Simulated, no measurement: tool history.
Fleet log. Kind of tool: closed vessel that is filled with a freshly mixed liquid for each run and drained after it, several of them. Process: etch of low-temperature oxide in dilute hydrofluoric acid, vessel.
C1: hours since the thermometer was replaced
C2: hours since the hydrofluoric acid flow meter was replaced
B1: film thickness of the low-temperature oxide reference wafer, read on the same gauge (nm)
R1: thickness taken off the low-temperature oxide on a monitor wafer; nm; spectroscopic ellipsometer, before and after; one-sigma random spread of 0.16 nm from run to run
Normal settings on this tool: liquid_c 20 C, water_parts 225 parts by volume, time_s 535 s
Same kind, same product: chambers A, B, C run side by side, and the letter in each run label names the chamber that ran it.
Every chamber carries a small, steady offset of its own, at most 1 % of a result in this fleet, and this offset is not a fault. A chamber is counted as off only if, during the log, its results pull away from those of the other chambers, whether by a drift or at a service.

run 1C hour=9.7 | liquid_c=20 water_parts=225 time_s=535 | C1=660 C2=1169 | B1=30.015 | R1=18.789
run 2A hour=21 | liquid_c=20 water_parts=225 time_s=535 | C1=1597.4 C2=1025.2 | B1=30.006 | R1=18.802
run 3B hour=33.7 | liquid_c=20 water_parts=225 time_s=535 | C1=2078.1 C2=1847.5 | B1=30.038 | R1=18.678
run 4A hour=45.3 | liquid_c=20 water_parts=225 time_s=535 | C1=1621.7 C2=1049.5 | B1=29.965 | R1=18.752
run 5C hour=54.2 | liquid_c=20 water_parts=155 time_s=535 | C1=704.5 C2=1213.5 | B1=30.029 | R1=29.62
run 6B hour=64 | liquid_c=20 water_parts=155 time_s=535 | C1=2108.4 C2=1877.8 | B1=29.99 | R1=29.09
run 7A hour=74 | liquid_c=20 water_parts=155 time_s=535 | C1=1650.4 C2=1078.2 | B1=29.992 | R1=29.111
run 8B hour=82.3 | liquid_c=20 water_parts=225 time_s=535 | C1=2126.7 C2=1896.1 | B1=30.002 | R1=18.816
run 9C hour=95.4 | liquid_c=20 water_parts=225 time_s=535 | C1=745.7 C2=1254.7 | B1=30 | R1=18.717
run 10B hour=110.8 | liquid_c=20 water_parts=225 time_s=535 | C1=2155.2 C2=1924.6 | B1=29.988 | R1=18.679
run 11A hour=124.2 | liquid_c=20 water_parts=225 time_s=700 | C1=1700.6 C2=1128.4 | B1=29.993 | R1=24.942
run 12C hour=133.1 | liquid_c=20 water_parts=225 time_s=700 | C1=783.4 C2=1292.4 | B1=30 | R1=25.064
run 13B hour=148.1 | liquid_c=20 water_parts=225 time_s=700 | C1=2192.5 C2=1961.9 | B1=29.993 | R1=24.757
-- hour=152.2 chamber B: hydrofluoric acid flow meter replaced
run 14C hour=158.6 | liquid_c=20 water_parts=225 time_s=535 | C1=808.9 C2=1317.9 | B1=30.015 | R1=18.494
run 15A hour=169.2 | liquid_c=20 water_parts=225 time_s=535 | C1=1745.6 C2=1173.4 | B1=29.999 | R1=19.23
run 16C hour=177.7 | liquid_c=17 water_parts=315 time_s=535 | C1=828 C2=1337 | B1=29.991 | R1=10.932
run 17A hour=190.8 | liquid_c=17 water_parts=315 time_s=535 | C1=1767.2 C2=1195 | B1=30.003 | R1=11.42
run 18B hour=205.8 | liquid_c=17 water_parts=315 time_s=535 | C1=2250.2 C2=53.7 | B1=30.019 | R1=11.037
run 19B hour=216.5 | liquid_c=20 water_parts=225 time_s=535 | C1=2260.9 C2=64.4 | B1=30.016 | R1=18.64
run 20A hour=229.1 | liquid_c=20 water_parts=190 time_s=390 | C1=1805.5 C2=1233.3 | B1=30.027 | R1=17.617
run 21C hour=239.8 | liquid_c=20 water_parts=190 time_s=390 | C1=890.1 C2=1399.1 | B1=30.004 | R1=16.888
run 22A hour=254.1 | liquid_c=20 water_parts=190 time_s=390 | C1=1830.5 C2=1258.3 | B1=29.978 | R1=17.32
run 23C hour=266.2 | liquid_c=20 water_parts=225 time_s=535 | C1=916.5 C2=1425.5 | B1=29.981 | R1=18.867
run 24B hour=281 | liquid_c=20 water_parts=225 time_s=535 | C1=2325.4 C2=128.9 | B1=30.025 | R1=18.855
run 25C hour=291.2 | liquid_c=20 water_parts=225 time_s=535 | C1=941.5 C2=1450.5 | B1=29.988 | R1=18.556
run 26A hour=299.7 | liquid_c=24.5 water_parts=225 time_s=535 | C1=1876.1 C2=1303.9 | B1=29.979 | R1=23.149
run 27B hour=307.4 | liquid_c=24.5 water_parts=225 time_s=535 | C1=2351.8 C2=155.3 | B1=29.98 | R1=22.245
run 28B hour=317.7 | liquid_c=24.5 water_parts=225 time_s=535 | C1=2362.1 C2=165.6 | B1=30.01 | R1=22.333
run 29C hour=331.1 | liquid_c=23 water_parts=305 time_s=535 | C1=981.4 C2=1490.4 | B1=29.983 | R1=14.436
run 30A hour=339.7 | liquid_c=23 water_parts=305 time_s=535 | C1=1916.1 C2=1343.9 | B1=29.973 | R1=15.497
run 31A hour=348.9 | liquid_c=23 water_parts=305 time_s=535 | C1=1925.3 C2=1353.1 | B1=29.996 | R1=15.224
run 32C hour=356.4 | liquid_c=20 water_parts=225 time_s=535 | C1=1006.7 C2=1515.7 | B1=29.983 | R1=18.731
-- hour=359.1 chamber C: hydrofluoric acid flow meter replaced
run 33B hour=369 | liquid_c=20 water_parts=170 time_s=260 | C1=2413.4 C2=216.9 | B1=29.998 | R1=12.719
run 34A hour=378.6 | liquid_c=20 water_parts=170 time_s=260 | C1=1955 C2=1382.8 | B1=29.992 | R1=13.476
run 35B hour=392.3 | liquid_c=20 water_parts=170 time_s=260 | C1=2436.7 C2=240.2 | B1=30.003 | R1=12.946
run 36C hour=403.6 | liquid_c=20 water_parts=225 time_s=535 | C1=1053.9 C2=44.5 | B1=29.981 | R1=18.783
run 37C hour=411.4 | liquid_c=20 water_parts=225 time_s=535 | C1=1061.7 C2=52.3 | B1=30.012 | R1=18.898
run 38B hour=421.2 | liquid_c=20 water_parts=225 time_s=535 | C1=2465.6 C2=269.1 | B1=30.017 | R1=18.662
run 39A hour=428.6 | liquid_c=20 water_parts=225 time_s=535 | C1=2005 C2=1432.8 | B1=30.009 | R1=20.08
run 40C hour=440.8 | liquid_c=20 water_parts=225 time_s=535 | C1=1091.1 C2=81.7 | B1=30.014 | R1=18.911

Read the log: is a single chamber off, either drifting away or since a service, is the gauge that measures every chamber drifting, or is nothing wrong beyond small per-chamber offsets? Name any odd chamber and what most likely caused it.

Chamber A drifts away from the others.
What lies behind it: hydrofluoric acid flow above the setpoint (%) = 6.1.
It could be hard to tell apart here from: liquid hotter than its thermometer reads (K).

Which of the 4 candidates below, each the usual settings with something changed and its results left as question marks, puts chamber A back in line with what the other chambers give on the usual settings?
In line here means within this much of the mean the other chambers give on the usual settings: R1 0.57 nm
run 41A-1 hour=452.3 | liquid_c=23.5 water_parts=225 time_s=535 | R1=?
run 41A-2 hour=452.3 | liquid_c=20 water_parts=220 time_s=555 | R1=?
run 41A-3 hour=452.3 | liquid_c=20 water_parts=225 time_s=460 | R1=?
run 41A-4 hour=452.3 | liquid_c=20 water_parts=240 time_s=535 | R1=?

What the other chambers average on the usual settings: R1 18.812 nm
run=41A-1 R1=23.087
run=41A-2 R1=21.579
run=41A-3 R1=17.415
run=41A-4 R1=18.753
41A-4 puts the chamber back in line with the other chambers.

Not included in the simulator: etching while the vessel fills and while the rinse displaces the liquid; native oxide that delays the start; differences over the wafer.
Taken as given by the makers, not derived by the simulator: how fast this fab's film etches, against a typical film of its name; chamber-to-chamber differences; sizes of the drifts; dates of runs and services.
